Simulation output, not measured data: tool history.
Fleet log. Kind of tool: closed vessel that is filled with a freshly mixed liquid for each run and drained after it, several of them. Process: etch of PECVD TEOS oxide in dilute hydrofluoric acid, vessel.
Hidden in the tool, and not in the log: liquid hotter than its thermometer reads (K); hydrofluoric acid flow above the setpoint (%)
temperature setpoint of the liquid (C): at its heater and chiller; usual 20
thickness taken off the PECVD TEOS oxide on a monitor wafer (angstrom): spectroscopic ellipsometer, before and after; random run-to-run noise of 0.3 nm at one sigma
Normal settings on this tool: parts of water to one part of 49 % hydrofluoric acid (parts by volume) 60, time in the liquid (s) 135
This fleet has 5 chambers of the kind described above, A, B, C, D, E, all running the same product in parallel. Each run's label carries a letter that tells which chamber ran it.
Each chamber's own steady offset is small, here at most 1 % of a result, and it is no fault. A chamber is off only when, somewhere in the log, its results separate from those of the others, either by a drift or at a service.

| run | day | temperature setpoint of the liquid (C) | parts of water to one part of 49 % hydrofluoric acid (parts by volume) | time in the liquid (s) | hours since the thermometer was replaced | hours since the hydrofluoric acid flow meter was replaced | read-back film thickness of the PECVD TEOS oxide reference wafer, read on the same gauge (nm) | thickness taken off the PECVD TEOS oxide on a monitor wafer (angstrom) |
|---|---|---|---|---|---|---|---|---|
| 1D | 0.342 | 20 | 60 | 135 | 406.7 | 149 | 99.977 | 379.71 |
| 2B | 0.688 | 20 | 60 | 135 | 1329.6 | 78.5 | 100.03 | 372.3 |
| 3A | 0.942 | 20 | 60 | 135 | 452.9 | 65.4 | 100.04 | 380.11 |
| 4E | 1.125 | 20 | 60 | 135 | 806.3 | 225.1 | 99.965 | 379.22 |
| 5C | 1.471 | 20 | 60 | 135 | 916.4 | 653.9 | 100.01 | 376.86 |
| 6E | 1.858 | 20 | 60 | 135 | 823.9 | 242.7 | 100.01 | 376.89 |
| 7D | 2.171 | 20 | 60 | 135 | 450.6 | 192.9 | 99.997 | 377.74 |
| 8C | 2.5 | 20 | 60 | 135 | 941.1 | 678.6 | 100.01 | 373.45 |
| 9A | 2.675 | 20 | 60 | 135 | 494.5 | 107 | 100.02 | 375.52 |
|  | 2.683 | chamber C: hydrofluoric acid flow meter replaced |
| 10B | 2.958 | 20 | 60 | 135 | 1384.1 | 133 | 99.984 | 376.69 |
| 11C | 3.346 | 20 | 60 | 135 | 961.4 | 15.9 | 100.02 | 380.68 |
| 12E | 3.696 | 20 | 60 | 75 | 868 | 286.8 | 100.03 | 209.13 |
| 13A | 3.888 | 20 | 60 | 75 | 523.6 | 136.1 | 99.975 | 210.53 |
| 14D | 4.142 | 20 | 60 | 75 | 497.9 | 240.2 | 99.973 | 206.12 |
| 15B | 4.35 | 20 | 60 | 75 | 1417.5 | 166.4 | 100.02 | 208.09 |
| 16C | 4.608 | 20 | 60 | 75 | 991.7 | 46.2 | 99.961 | 214.09 |
| 17E | 4.8 | 22.5 | 60 | 190 | 894.5 | 313.3 | 100.04 | 586.06 |
| 18D | 5.188 | 22.5 | 60 | 190 | 523 | 265.3 | 100.02 | 586.27 |
| 19B | 5.55 | 22.5 | 60 | 190 | 1446.3 | 195.2 | 99.994 | 586.56 |
| 20A | 5.933 | 22.5 | 60 | 190 | 572.7 | 185.2 | 100 | 589.57 |
| 21D | 6.2 | 22.5 | 60 | 190 | 547.3 | 289.6 | 100.05 | 593.92 |
| 22A | 6.5 | 20 | 75 | 135 | 586.3 | 198.8 | 99.968 | 293.12 |
| 23B | 6.821 | 20 | 75 | 135 | 1476.8 | 225.7 | 99.97 | 295.74 |
| 24C | 7.212 | 20 | 75 | 135 | 1054.2 | 108.7 | 100.03 | 312.31 |
| 25E | 7.508 | 20 | 75 | 135 | 959.5 | 378.3 | 100.05 | 301.92 |
| 26E | 7.833 | 20 | 75 | 135 | 967.3 | 386.1 | 100.02 | 301.39 |
| 27B | 8.058 | 20 | 60 | 135 | 1506.5 | 255.4 | 100 | 379.83 |
| 28A | 8.304 | 20 | 60 | 135 | 629.6 | 242.1 | 99.976 | 376.89 |
| 29D | 8.492 | 20 | 60 | 135 | 602.3 | 344.6 | 99.986 | 378.22 |
| 30C | 8.721 | 20 | 60 | 135 | 1090.4 | 144.9 | 99.987 | 396.28 |
| 31A | 9.017 | 20 | 60 | 135 | 646.7 | 259.2 | 99.998 | 370.06 |
| 32D | 9.392 | 20 | 60 | 135 | 623.9 | 366.2 | 99.978 | 377.92 |
|  | 9.454 | chamber E: hydrofluoric acid flow meter replaced |
| 33E | 9.671 | 20 | 60 | 135 | 1011.4 | 5.3 | 99.988 | 375.51 |
| 34B | 9.979 | 20 | 60 | 135 | 1552.6 | 301.5 | 100.02 | 374.61 |
| 35C | 10.279 | 20 | 60 | 135 | 1127.8 | 182.3 | 100.04 | 400.15 |
| 36D | 10.65 | 23 | 30 | 135 | 654.1 | 396.4 | 99.969 | 884.72 |
| 37A | 10.896 | 23 | 30 | 135 | 691.8 | 304.3 | 100.02 | 903.46 |
| 38E | 11.25 | 23 | 30 | 135 | 1049.3 | 43.2 | 100.05 | 883.83 |
| 39B | 11.458 | 23 | 30 | 135 | 1588.1 | 337 | 100.02 | 898.33 |
| 40C | 11.7 | 23 | 30 | 135 | 1161.9 | 216.4 | 100 | 951.53 |
| 41D | 12 | 20 | 60 | 135 | 686.5 | 428.8 | 100.01 | 378.7 |

Decide between three cases: one chamber stands off from its peers, the gauge reading all wafers drifts, or nothing is wrong past each chamber's small offset. Where a chamber is off, say which and what most likely put it there.

One chamber, C, drifts off from the rest bit by bit.
Likeliest cause: liquid hotter than its thermometer reads (K) = 2.11.
Not necessarily distinguishable in this log from: hydrofluoric acid flow above the setpoint (%).

Chamber C could run next with any of the 4 candidate recipes listed below; each alters the usual settings, and their results appear as question marks. Which one brings its results back in line with what the other chambers deliver on the usual settings?
Counts as in line when no further than this from what the other chambers average on the usual settings: thickness taken off the PECVD TEOS oxide on a monitor wafer (angstrom) 11
| 42C-1 | 12.279 | 19.5 | 60 | 115 |  |  |  | ? |
| 42C-2 | 12.279 | 20.5 | 60 | 145 |  |  |  | ? |
| 42C-3 | 12.279 | 20 | 65 | 135 |  |  |  | ? |
| 42C-4 | 12.279 | 20.5 | 55 | 145 |  |  |  | ? |

Other chambers, usual settings, mean: thickness taken off the PECVD TEOS oxide on a monitor wafer (angstrom) 377.23
| run | thickness taken off the PECVD TEOS oxide on a monitor wafer (angstrom) |
|---|---|
| 42C-1 | 344.03 |
| 42C-2 | 452.15 |
| 42C-3 | 378.77 |
| 42C-4 | 495.62 |
The answer is 42C-3, which returns the chamber to within the allowed miss of the others.
